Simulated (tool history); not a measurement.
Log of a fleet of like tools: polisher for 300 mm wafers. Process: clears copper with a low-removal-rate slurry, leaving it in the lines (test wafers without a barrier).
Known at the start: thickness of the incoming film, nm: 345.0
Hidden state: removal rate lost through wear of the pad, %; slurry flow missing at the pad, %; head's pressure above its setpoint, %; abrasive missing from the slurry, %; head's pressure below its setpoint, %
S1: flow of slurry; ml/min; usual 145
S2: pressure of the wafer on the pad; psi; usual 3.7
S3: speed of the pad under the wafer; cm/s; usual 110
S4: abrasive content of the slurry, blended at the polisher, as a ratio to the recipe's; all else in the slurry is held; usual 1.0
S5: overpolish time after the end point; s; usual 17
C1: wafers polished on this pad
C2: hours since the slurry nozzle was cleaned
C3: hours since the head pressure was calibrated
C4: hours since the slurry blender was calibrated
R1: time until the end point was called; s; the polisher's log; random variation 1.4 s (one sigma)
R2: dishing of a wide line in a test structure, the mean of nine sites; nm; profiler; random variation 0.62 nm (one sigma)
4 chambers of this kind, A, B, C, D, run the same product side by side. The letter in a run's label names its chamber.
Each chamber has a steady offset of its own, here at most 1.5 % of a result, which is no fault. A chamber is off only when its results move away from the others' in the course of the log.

run 1D hour=5.2 | S1=145 S2=3.7 S3=110 S4=1.0 S5=17 | C1=932 C2=320.1 C3=763.8 C4=119.4 | R1=75.748 R2=48.636
run 2C hour=11.6 | S1=145 S2=3.7 S3=110 S4=1.0 S5=17 | C1=387 C2=271.2 C3=896.1 C4=116.7 | R1=71.992 R2=49.836
run 3A hour=16.2 | S1=145 S2=3.7 S3=110 S4=1.0 S5=17 | C1=478 C2=620.8 C3=130.5 C4=55.7 | R1=72.420 R2=50.768
run 4B hour=22.1 | S1=145 S2=3.7 S3=110 S4=1.0 S5=17 | C1=425 C2=123.4 C3=727.7 C4=174.5 | R1=72.651 R2=48.654
run 5D hour=28.2 | S1=145 S2=2.7 S3=110 S4=0.7 S5=17 | C1=1115 C2=343.1 C3=786.8 C4=142.4 | R1=110.250 R2=35.493
run 6B hour=33.3 | S1=145 S2=2.7 S3=110 S4=0.7 S5=17 | C1=515 C2=134.6 C3=738.9 C4=185.7 | R1=109.840 R2=35.881
run 7C hour=38.9 | S1=145 S2=2.7 S3=110 S4=0.7 S5=17 | C1=604 C2=298.5 C3=923.4 C4=144.0 | R1=105.680 R2=35.818
-- hour=41.7 chamber C: slurry nozzle cleaned
-- hour=43.1 chamber D: worn pad replaced by a new one
run 8A hour=43.2 | S1=145 S2=2.7 S3=110 S4=0.7 S5=17 | C1=693 C2=647.8 C3=157.5 C4=82.7 | R1=108.210 R2=35.106
-- hour=45.2 chamber A: worn pad replaced by a new one
run 9D hour=48.4 | S1=145 S2=3.7 S3=110 S4=1.0 S5=17 | C1=42 C2=363.3 C3=807.0 C4=162.6 | R1=72.145 R2=48.445
-- hour=52.5 chamber C: worn pad replaced by a new one
run 10C hour=53.2 | S1=145 S2=3.7 S3=110 S4=1.0 S5=17 | C1=6 C2=11.6 C3=937.7 C4=158.3 | R1=70.308 R2=49.763
run 11A hour=62.7 | S1=145 S2=3.7 S3=110 S4=1.0 S5=26 | C1=139 C2=667.3 C3=177.0 C4=102.2 | R1=74.247 R2=67.560
run 12B hour=68.0 | S1=145 S2=3.7 S3=110 S4=1.0 S5=26 | C1=790 C2=169.3 C3=773.6 C4=220.4 | R1=72.971 R2=65.828
-- hour=72.1 chamber B: worn pad replaced by a new one
run 13C hour=75.0 | S1=145 S2=3.7 S3=110 S4=1.0 S5=26 | C1=179 C2=33.4 C3=959.5 C4=180.1 | R1=71.029 R2=66.394
run 14B hour=82.2 | S1=145 S2=3.7 S3=110 S4=1.0 S5=26 | C1=80 C2=183.5 C3=787.8 C4=234.6 | R1=72.208 R2=65.532
run 15A hour=91.8 | S1=145 S2=3.7 S3=110 S4=1.0 S5=17 | C1=370 C2=696.4 C3=206.1 C4=131.3 | R1=70.065 R2=48.683
run 16D hour=99.5 | S1=145 S2=3.7 S3=110 S4=1.0 S5=17 | C1=449 C2=414.4 C3=858.1 C4=213.7 | R1=73.154 R2=48.989
run 17A hour=109.3 | S1=145 S2=3.7 S3=110 S4=1.0 S5=17 | C1=509 C2=713.9 C3=223.6 C4=148.8 | R1=73.862 R2=49.309
run 18D hour=117.6 | S1=145 S2=3.7 S3=110 S4=1.0 S5=17 | C1=593 C2=432.5 C3=876.2 C4=231.8 | R1=74.799 R2=47.834
-- hour=121.2 chamber A: worn pad replaced by a new one
-- hour=122.8 chamber D: slurry nozzle cleaned
run 19C hour=124.1 | S1=145 S2=3.7 S3=110 S4=1.0 S5=17 | C1=570 C2=82.5 C3=1008.6 C4=229.2 | R1=75.180 R2=48.691
-- hour=130.0 chamber A: slurry nozzle cleaned
run 20B hour=134.2 | S1=145 S2=3.7 S3=110 S4=1.0 S5=17 | C1=494 C2=235.5 C3=839.8 C4=286.6 | R1=72.450 R2=48.361
run 21B hour=141.1 | S1=145 S2=3.7 S3=110 S4=1.0 S5=17 | C1=549 C2=242.4 C3=846.7 C4=293.5 | R1=72.419 R2=49.060
-- hour=144.3 chamber C: worn pad replaced by a new one
run 22A hour=147.6 | S1=145 S2=3.7 S3=110 S4=1.0 S5=17 | C1=210 C2=17.7 C3=261.9 C4=187.1 | R1=74.671 R2=48.595
-- hour=148.8 chamber A: slurry blender recalibrated
run 23C hour=155.3 | S1=145 S2=3.7 S3=110 S4=1.0 S5=17 | C1=88 C2=113.7 C3=1039.8 C4=260.4 | R1=73.212 R2=48.964
run 24D hour=161.1 | S1=145 S2=3.7 S3=110 S4=1.0 S5=17 | C1=938 C2=38.3 C3=919.7 C4=275.3 | R1=75.109 R2=47.846
-- hour=167.3 chamber B: worn pad replaced by a new one
run 25B hour=167.5 | S1=145 S2=3.7 S3=110 S4=1.0 S5=17 | C1=2 C2=268.8 C3=873.1 C4=319.9 | R1=72.195 R2=49.426
run 26C hour=176.2 | S1=145 S2=3.7 S3=110 S4=1.0 S5=17 | C1=254 C2=134.6 C3=1060.7 C4=281.3 | R1=73.496 R2=49.760
run 27D hour=183.6 | S1=145 S2=3.7 S3=110 S4=1.0 S5=17 | C1=1117 C2=60.8 C3=942.2 C4=297.8 | R1=72.456 R2=48.344
run 28A hour=190.8 | S1=145 S2=3.7 S3=110 S4=1.0 S5=17 | C1=554 C2=60.9 C3=305.1 C4=42.1 | R1=72.644 R2=49.505
run 29C hour=198.5 | S1=145 S2=3.7 S3=110 S4=1.0 S5=17 | C1=431 C2=156.9 C3=1083.0 C4=303.6 | R1=73.863 R2=48.216
run 30D hour=205.9 | S1=145 S2=3.7 S3=110 S4=1.0 S5=17 | C1=1295 C2=83.1 C3=964.5 C4=320.1 | R1=74.553 R2=49.494

Next, every chamber runs the same settings. What will each give?
run 31A hour=213.1 | S1=145 S2=3.7 S3=110 S4=1.0 S5=17 | R1=? R2=?
run 31B hour=213.1 | S1=145 S2=3.7 S3=110 S4=1.0 S5=17 | R1=? R2=?
run 31C hour=213.1 | S1=145 S2=3.7 S3=110 S4=1.0 S5=17 | R1=? R2=?
run 31D hour=213.1 | S1=145 S2=3.7 S3=110 S4=1.0 S5=17 | R1=? R2=?

run=31A R1=73.470 R2=50.386
run=31B R1=71.661 R2=49.646
run=31C R1=72.060 R2=48.288
run=31D R1=73.141 R2=48.211
